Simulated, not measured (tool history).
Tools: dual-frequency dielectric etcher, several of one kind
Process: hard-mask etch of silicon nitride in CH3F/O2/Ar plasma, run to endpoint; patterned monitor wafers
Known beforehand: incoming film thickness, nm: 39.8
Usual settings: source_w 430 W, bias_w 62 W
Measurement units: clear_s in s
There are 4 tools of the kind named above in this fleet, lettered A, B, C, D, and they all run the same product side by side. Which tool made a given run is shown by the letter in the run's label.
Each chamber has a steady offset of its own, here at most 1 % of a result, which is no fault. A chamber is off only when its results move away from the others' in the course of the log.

run,hour,source_w,bias_w,hours since the last wet clean,hours since the last source power generator calibration,hours since the last bias power generator calibration,clear_s
1A,3.4,430,62,414.9,630.8,1601.6,58.408
2C,7.4,430,62,83.9,506.4,2485.8,59.466
3B,10.6,430,62,289.3,2625.5,3046.5,59.064
4D,14.1,430,62,425.6,123.6,2566.0,58.653
5A,17.8,430,62,429.3,645.2,1616.0,58.731
6D,21.9,430,62,433.4,131.4,2573.8,58.806
# hour 23.7: chamber D: wet clean of the chamber
7C,26.0,430,62,102.5,525.0,2504.4,59.590
8B,30.1,430,62,308.8,2645.0,3066.0,59.145
9A,32.1,430,62,443.6,659.5,1630.3,58.372
10D,34.6,430,62,10.9,144.1,2586.5,58.527
11C,37.0,430,62,113.5,536.0,2515.4,59.389
12B,39.2,430,62,317.9,2654.1,3075.1,59.271
13A,41.9,430,62,453.4,669.3,1640.1,58.632
14C,45.6,430,62,122.1,544.6,2524.0,59.926
15B,48.8,430,62,327.5,2663.7,3084.7,59.396
16D,51.9,430,62,28.2,161.4,2603.8,58.754
17C,56.0,430,62,132.5,555.0,2534.4,60.121
18D,59.0,430,62,35.3,168.5,2610.9,58.697
19B,61.2,430,62,339.9,2676.1,3097.1,59.300
20A,64.7,430,62,476.2,692.1,1662.9,58.232
21C,68.3,430,62,144.8,567.3,2546.7,60.278
22B,71.4,430,62,350.1,2686.3,3107.3,58.963
23D,74.0,430,62,50.3,183.5,2625.9,59.271
24A,77.6,430,62,489.1,705.0,1675.8,58.810
25B,81.7,430,62,360.4,2696.6,3117.6,58.936
26D,84.1,430,62,60.4,193.6,2636.0,59.191
27A,85.9,430,62,497.4,713.3,1684.1,58.812
28C,88.4,430,62,164.9,587.4,2566.8,60.470
29B,91.2,390,54,369.9,2706.1,3127.1,63.719
30C,94.8,390,54,171.3,593.8,2573.2,65.825
31D,97.1,390,54,73.4,206.6,2649.0,64.323

One chamber off, gauge drift, or nothing amiss beyond the chambers' own small offsets? If it is a chamber, which one, and what is the likeliest cause?

It is chamber C that slowly wanders off from its peers.
Likeliest cause: etch rate under this chamber's usual, % = 2.21.
It could be hard to tell apart here from: source power that arrives under what is set, %.

Below are 4 candidate recipes for chamber C's next run, each the usual settings with a change, their results shown as question marks. Which of them brings C's results back in line with what the other chambers give on the usual settings?
Maximum distance from the other chambers' mean on the usual settings for a result to count as in line: clear_s 0.800 s
32C-1,100.2,470,62,,,,?
32C-2,100.2,440,62,,,,?
32C-3,100.2,420,62,,,,?
32C-4,100.2,430,56,,,,?

Other chambers, usual settings, mean: clear_s 58.865 s
run,clear_s
32C-1,58.852
32C-2,60.344
32C-3,61.417
32C-4,62.929
With 32C-1, the chamber falls back in line with the rest.
